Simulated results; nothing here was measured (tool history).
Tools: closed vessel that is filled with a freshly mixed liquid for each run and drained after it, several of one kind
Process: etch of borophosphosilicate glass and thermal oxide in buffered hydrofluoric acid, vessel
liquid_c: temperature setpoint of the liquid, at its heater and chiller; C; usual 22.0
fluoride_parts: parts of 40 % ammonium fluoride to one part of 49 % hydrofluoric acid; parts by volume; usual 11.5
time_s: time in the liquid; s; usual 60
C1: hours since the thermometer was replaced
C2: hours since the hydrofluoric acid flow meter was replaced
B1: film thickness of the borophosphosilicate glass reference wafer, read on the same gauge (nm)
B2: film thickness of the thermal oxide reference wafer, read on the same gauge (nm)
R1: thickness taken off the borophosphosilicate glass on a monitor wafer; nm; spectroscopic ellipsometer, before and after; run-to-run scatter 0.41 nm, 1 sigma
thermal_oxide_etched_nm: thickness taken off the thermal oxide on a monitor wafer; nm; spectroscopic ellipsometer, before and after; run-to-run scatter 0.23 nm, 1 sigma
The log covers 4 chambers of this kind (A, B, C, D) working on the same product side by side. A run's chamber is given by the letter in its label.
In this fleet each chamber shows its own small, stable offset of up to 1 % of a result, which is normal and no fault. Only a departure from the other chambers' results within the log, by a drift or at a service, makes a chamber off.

Run 1D, hour 11.7: usual settings; C1 1409.3; C2 216.7; B1 89.993; B2 80.001. Result: R1 82.911 nm, thermal_oxide_etched_nm 51.223 nm.
Run 2A, hour 19.4: usual settings; C1 352.6; C2 124.4; B1 89.971; B2 79.992. Result: R1 83.981 nm, thermal_oxide_etched_nm 51.569 nm.
Run 3B, hour 24.9: usual settings; C1 2248.6; C2 882.3; B1 89.969; B2 79.982. Result: R1 83.705 nm, thermal_oxide_etched_nm 51.630 nm.
Run 4C, hour 31.7: usual settings; C1 1200.6; C2 624.5; B1 90.033; B2 80.005. Result: R1 82.949 nm, thermal_oxide_etched_nm 51.750 nm.
Run 5C, hour 42.5: usual settings; C1 1211.4; C2 635.3; B1 90.002; B2 80.007. Result: R1 82.345 nm, thermal_oxide_etched_nm 52.351 nm.
Run 6D, hour 49.0: usual settings; C1 1446.6; C2 254.0; B1 90.002; B2 79.958. Result: R1 82.563 nm, thermal_oxide_etched_nm 51.728 nm.
Run 7B, hour 60.2: usual settings; C1 2283.9; C2 917.6; B1 90.004; B2 80.008. Result: R1 83.739 nm, thermal_oxide_etched_nm 51.777 nm.
Run 8A, hour 65.7: usual settings; C1 398.9; C2 170.7; B1 89.966; B2 80.007. Result: R1 84.075 nm, thermal_oxide_etched_nm 51.743 nm.
Run 9C, hour 74.4: usual settings; C1 1243.3; C2 667.2; B1 90.029; B2 79.991. Result: R1 83.453 nm, thermal_oxide_etched_nm 52.278 nm.
Run 10A, hour 83.2: usual settings; C1 416.4; C2 188.2; B1 89.978; B2 79.991. Result: R1 84.136 nm, thermal_oxide_etched_nm 51.887 nm.
Run 11D, hour 94.0: usual settings but liquid_c 20.0 C; C1 1491.6; C2 299.0; B1 89.997; B2 80.005. Result: R1 73.977 nm, thermal_oxide_etched_nm 46.185 nm.
Run 12B, hour 99.8: usual settings but liquid_c 20.0 C; C1 2323.5; C2 957.2; B1 90.014; B2 79.988. Result: R1 75.187 nm, thermal_oxide_etched_nm 46.385 nm.
Run 13C, hour 106.2: usual settings but liquid_c 20.0 C; C1 1275.1; C2 699.0; B1 90.023; B2 80.001. Result: R1 74.452 nm, thermal_oxide_etched_nm 46.743 nm.
Run 14A, hour 116.7: usual settings but liquid_c 20.0 C; C1 449.9; C2 221.7; B1 90.054; B2 80.007. Result: R1 75.100 nm, thermal_oxide_etched_nm 45.773 nm.
Run 15B, hour 127.6: usual settings; C1 2351.3; C2 985.0; B1 90.015; B2 80.014. Result: R1 82.937 nm, thermal_oxide_etched_nm 51.735 nm.
Run 16D, hour 136.5: usual settings; C1 1534.1; C2 341.5; B1 90.030; B2 79.990. Result: R1 82.521 nm, thermal_oxide_etched_nm 51.605 nm.
Run 17A, hour 147.5: usual settings; C1 480.7; C2 252.5; B1 89.999; B2 79.990. Result: R1 84.507 nm, thermal_oxide_etched_nm 51.519 nm.
Run 18B, hour 155.5: usual settings; C1 2379.2; C2 1012.9; B1 89.959; B2 80.009. Result: R1 83.106 nm, thermal_oxide_etched_nm 51.355 nm.
Run 19C, hour 162.0: usual settings; C1 1330.9; C2 754.8; B1 90.031; B2 79.987. Result: R1 83.157 nm, thermal_oxide_etched_nm 52.198 nm.
Run 20D, hour 172.2: usual settings; C1 1569.8; C2 377.2; B1 89.976; B2 79.993. Result: R1 83.092 nm, thermal_oxide_etched_nm 51.922 nm.
Run 21B, hour 183.5: usual settings; C1 2407.2; C2 1040.9; B1 90.050; B2 79.996. Result: R1 83.837 nm, thermal_oxide_etched_nm 51.399 nm.
Run 22C, hour 189.9: usual settings but liquid_c 24.0 C, time_s 50 s; C1 1358.8; C2 782.7; B1 89.935; B2 80.015. Result: R1 76.527 nm, thermal_oxide_etched_nm 48.563 nm.
Run 23D, hour 200.2: usual settings but liquid_c 24.0 C, time_s 50 s; C1 1597.8; C2 405.2; B1 89.998; B2 80.010. Result: R1 76.687 nm, thermal_oxide_etched_nm 47.865 nm.
Run 24A, hour 207.8: usual settings but liquid_c 24.0 C, time_s 50 s; C1 541.0; C2 312.8; B1 90.002; B2 80.007. Result: R1 78.287 nm, thermal_oxide_etched_nm 48.169 nm.
Run 25D, hour 217.9: usual settings but liquid_c 24.0 C, time_s 50 s; C1 1615.5; C2 422.9; B1 89.962; B2 79.982. Result: R1 77.790 nm, thermal_oxide_etched_nm 48.257 nm.

Has any chamber moved away from the others, gradually or after a service, or does the common gauge drift, or do the chambers differ only by their own small steady offsets? State the chamber and the most likely cause if one applies.

No chamber stands off beyond its own small offset, and the gauge holds steady.

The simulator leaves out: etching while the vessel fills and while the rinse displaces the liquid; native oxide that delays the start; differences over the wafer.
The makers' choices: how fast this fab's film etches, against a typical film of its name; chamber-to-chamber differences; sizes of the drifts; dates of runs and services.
